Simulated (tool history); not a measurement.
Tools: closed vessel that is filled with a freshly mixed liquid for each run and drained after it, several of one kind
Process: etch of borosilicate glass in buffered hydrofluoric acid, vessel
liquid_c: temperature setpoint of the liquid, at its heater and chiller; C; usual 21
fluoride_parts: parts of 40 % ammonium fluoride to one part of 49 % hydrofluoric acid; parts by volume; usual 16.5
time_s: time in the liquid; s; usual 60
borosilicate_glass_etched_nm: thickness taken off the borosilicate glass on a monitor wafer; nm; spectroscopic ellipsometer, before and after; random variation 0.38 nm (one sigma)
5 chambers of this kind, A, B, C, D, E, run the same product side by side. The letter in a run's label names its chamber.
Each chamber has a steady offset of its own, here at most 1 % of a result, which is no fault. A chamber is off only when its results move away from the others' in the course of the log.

run	hour	liquid_c	fluoride_parts	time_s	hours since the thermometer was replaced	hours since the hydrofluoric acid flow meter was replaced	read-back film thickness of the borosilicate glass reference wafer, read on the same gauge (nm)	borosilicate_glass_etched_nm
1C	3.2	21	16.5	60	1875.5	1199.5	89.947	38.864
2E	7.9	21	16.5	60	307.1	1436.2	89.987	38.690
3B	11.6	21	16.5	60	1533.6	309.4	90.033	38.758
4D	16.5	21	16.5	60	815.7	1446.0	89.980	39.199
5A	20.8	21	16.5	60	638.8	183.7	90.013	39.003
6B	23.4	21	16.5	60	1545.4	321.2	90.006	38.434
7D	26.8	21	16.5	60	826.0	1456.3	89.954	39.338
8C	31.5	21	16.5	60	1903.8	1227.8	89.991	39.321
9A	33.8	21	16.5	60	651.8	196.7	89.992	39.194
10E	38.2	21	16.5	60	337.4	1466.5	89.994	39.112
11D	41.9	21	16.5	60	841.1	1471.4	90.028	38.993
12B	44.8	21	16.5	60	1566.8	342.6	89.995	39.126
13E	49.6	21	16.5	60	348.8	1477.9	90.041	38.554
14A	53.8	21	16.5	60	671.8	216.7	89.973	39.399
15C	57.0	21	16.5	60	1929.3	1253.3	89.973	38.860
16D	59.5	21	16.5	60	858.7	1489.0	89.964	39.342
17C	62.9	17	16.5	60	1935.2	1259.2	89.933	31.392
18E	65.1	17	16.5	60	364.3	1493.4	89.988	30.972
19A	69.6	17	16.5	60	687.6	232.5	90.024	31.448
20B	74.3	17	16.5	60	1596.3	372.1	89.927	31.988
# hour 74.5: chamber D: hydrofluoric acid flow meter replaced
21A	77.2	17	16.5	60	695.2	240.1	90.046	30.895
22B	81.6	21	16.5	60	1603.6	379.4	89.997	40.134
23E	85.0	21	16.5	60	384.2	1513.3	89.990	39.187
24D	88.4	21	16.5	60	887.6	14.0	89.998	38.817
25C	92.6	21	16.5	60	1964.9	1288.9	89.981	39.009
26C	95.6	21	16.5	60	1967.9	1291.9	90.010	38.489
27D	99.4	21	16.5	60	898.6	25.0	90.051	38.948
28B	104.3	21	16.5	60	1626.3	402.1	90.015	40.063
29E	106.8	21	16.5	60	406.0	1535.1	90.012	39.555
30A	110.7	21	16.5	60	728.7	273.6	89.957	39.015
31B	114.1	24	13.5	60	1636.1	411.9	89.982	58.640
32A	117.6	24	13.5	60	735.6	280.5	90.008	56.811
33E	122.3	24	13.5	60	421.5	1550.6	90.062	56.370
34D	126.6	24	13.5	60	925.8	52.2	89.991	55.463
35C	130.2	24	13.5	60	2002.5	1326.5	89.974	54.687
36B	133.3	21	16.5	60	1655.3	431.1	89.968	40.944
37D	135.7	21	16.5	60	934.9	61.3	90.035	38.474
38A	139.6	21	16.5	60	757.6	302.5	89.994	38.729
39E	143.8	21	16.5	60	443.0	1572.1	90.024	39.730
40C	146.7	21	16.5	60	2019.0	1343.0	89.980	39.027
41D	149.1	21	16.5	60	948.3	74.7	90.028	39.104
42B	153.0	21	16.5	60	1675.0	450.8	90.009	40.596
43E	155.3	21	16.5	60	454.5	1583.6	89.998	39.558

What goes on in this fleet: one chamber off, a drifting gauge, or nothing beyond the chambers' own small offsets? Name the chamber and the cause, if any.

Chamber B drifts away from the others.
Cause: liquid hotter than its thermometer reads (K) = 1.46.
The log may not tell that from: hydrofluoric acid flow above the setpoint (%).

Here are 4 candidates for chamber B's next run, each the usual settings with a change, their results left as question marks. Which one brings its results back in line with what the others give on the usual settings?
In line means no further than this from the other chambers' mean on the usual settings: borosilicate_glass_etched_nm 1.400 nm
44B-1	158.8	20.5	17.5	60				?
44B-2	158.8	21.5	16.0	65				?
44B-3	158.8	21.0	19.0	60				?
44B-4	158.8	21.0	16.5	65				?

The other chambers' mean on the usual settings: borosilicate_glass_etched_nm 38.956 nm
run	borosilicate_glass_etched_nm
44B-1	38.449
44B-2	48.052
44B-3	36.379
44B-4	45.358
44B-1 brings the chamber back in line.
